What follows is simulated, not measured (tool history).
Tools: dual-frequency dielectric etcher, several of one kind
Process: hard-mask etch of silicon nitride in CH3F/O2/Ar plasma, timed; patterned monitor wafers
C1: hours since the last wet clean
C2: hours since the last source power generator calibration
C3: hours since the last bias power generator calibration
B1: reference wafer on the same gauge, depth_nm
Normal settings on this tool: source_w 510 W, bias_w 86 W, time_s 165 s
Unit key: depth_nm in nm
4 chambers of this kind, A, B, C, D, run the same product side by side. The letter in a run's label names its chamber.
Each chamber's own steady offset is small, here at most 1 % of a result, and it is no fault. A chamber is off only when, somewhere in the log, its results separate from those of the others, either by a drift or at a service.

run 1D hour=3.6 | source_w=510 bias_w=86 time_s=165 | C1=58 C2=119.8 C3=3156.2 | B1=146.92 | depth_nm=134.39
run 2A hour=8.6 | source_w=510 bias_w=86 time_s=165 | C1=455.6 C2=1167.1 C3=1131.7 | B1=146.88 | depth_nm=135.66
run 3C hour=11 | source_w=510 bias_w=86 time_s=165 | C1=349.2 C2=4095.3 C3=178.5 | B1=146.92 | depth_nm=133.42
run 4B hour=15.5 | source_w=510 bias_w=86 time_s=165 | C1=410.8 C2=208.6 C3=1905.2 | B1=146.91 | depth_nm=134.58
run 5A hour=18.4 | source_w=460 bias_w=104 time_s=165 | C1=465.4 C2=1176.9 C3=1141.5 | B1=146.84 | depth_nm=139.43
run 6D hour=22.9 | source_w=460 bias_w=104 time_s=165 | C1=77.3 C2=139.1 C3=3175.5 | B1=146.8 | depth_nm=138.51
run 7C hour=26.5 | source_w=460 bias_w=104 time_s=165 | C1=364.7 C2=4110.8 C3=194 | B1=146.77 | depth_nm=137.35
run 8B hour=30.4 | source_w=460 bias_w=104 time_s=165 | C1=425.7 C2=223.5 C3=1920.1 | B1=146.79 | depth_nm=138.93
run 9A hour=35.1 | source_w=510 bias_w=86 time_s=165 | C1=482.1 C2=1193.6 C3=1158.2 | B1=146.69 | depth_nm=135.35
run 10D hour=38.3 | source_w=510 bias_w=86 time_s=165 | C1=92.7 C2=154.5 C3=3190.9 | B1=146.68 | depth_nm=134.25
run 11C hour=42.8 | source_w=510 bias_w=86 time_s=165 | C1=381 C2=4127.1 C3=210.3 | B1=146.63 | depth_nm=133.29
run 12B hour=47.6 | source_w=510 bias_w=86 time_s=165 | C1=442.9 C2=240.7 C3=1937.3 | B1=146.6 | depth_nm=134.52
run 13D hour=50.4 | source_w=510 bias_w=86 time_s=165 | C1=104.8 C2=166.6 C3=3203 | B1=146.58 | depth_nm=134.39
run 14C hour=53.4 | source_w=510 bias_w=86 time_s=165 | C1=391.6 C2=4137.7 C3=220.9 | B1=146.59 | depth_nm=133.12
run 15A hour=56.4 | source_w=580 bias_w=98 time_s=165 | C1=503.4 C2=1214.9 C3=1179.5 | B1=146.54 | depth_nm=148.34
run 16B hour=58.8 | source_w=580 bias_w=98 time_s=165 | C1=454.1 C2=251.9 C3=1948.5 | B1=146.54 | depth_nm=147.61
run 17D hour=62.7 | source_w=580 bias_w=98 time_s=165 | C1=117.1 C2=178.9 C3=3215.3 | B1=146.46 | depth_nm=147.93
run 18B hour=67.4 | source_w=580 bias_w=98 time_s=165 | C1=462.7 C2=260.5 C3=1957.1 | B1=146.46 | depth_nm=147.72
run 19A hour=69.9 | source_w=510 bias_w=86 time_s=165 | C1=516.9 C2=1228.4 C3=1193 | B1=146.41 | depth_nm=134.98
run 20C hour=72.1 | source_w=510 bias_w=86 time_s=165 | C1=410.3 C2=4156.4 C3=239.6 | B1=146.39 | depth_nm=133.11
run 21C hour=75.6 | source_w=510 bias_w=86 time_s=165 | C1=413.8 C2=4159.9 C3=243.1 | B1=146.38 | depth_nm=133.35
run 22A hour=79.6 | source_w=510 bias_w=96 time_s=205 | C1=526.6 C2=1238.1 C3=1202.7 | B1=146.31 | depth_nm=174.34
run 23D hour=83.4 | source_w=510 bias_w=96 time_s=205 | C1=137.8 C2=199.6 C3=3236 | B1=146.35 | depth_nm=172.97
run 24B hour=88.4 | source_w=510 bias_w=96 time_s=205 | C1=483.7 C2=281.5 C3=1978.1 | B1=146.23 | depth_nm=173.11

One chamber off, gauge drift, or nothing amiss beyond the chambers' own small offsets? If it is a chamber, which one, and what is the likeliest cause?

None of the chambers is off. What moves is the gauge, dragging all their readings along together.
What lies behind it: gauge reads low (%) = 0.515.
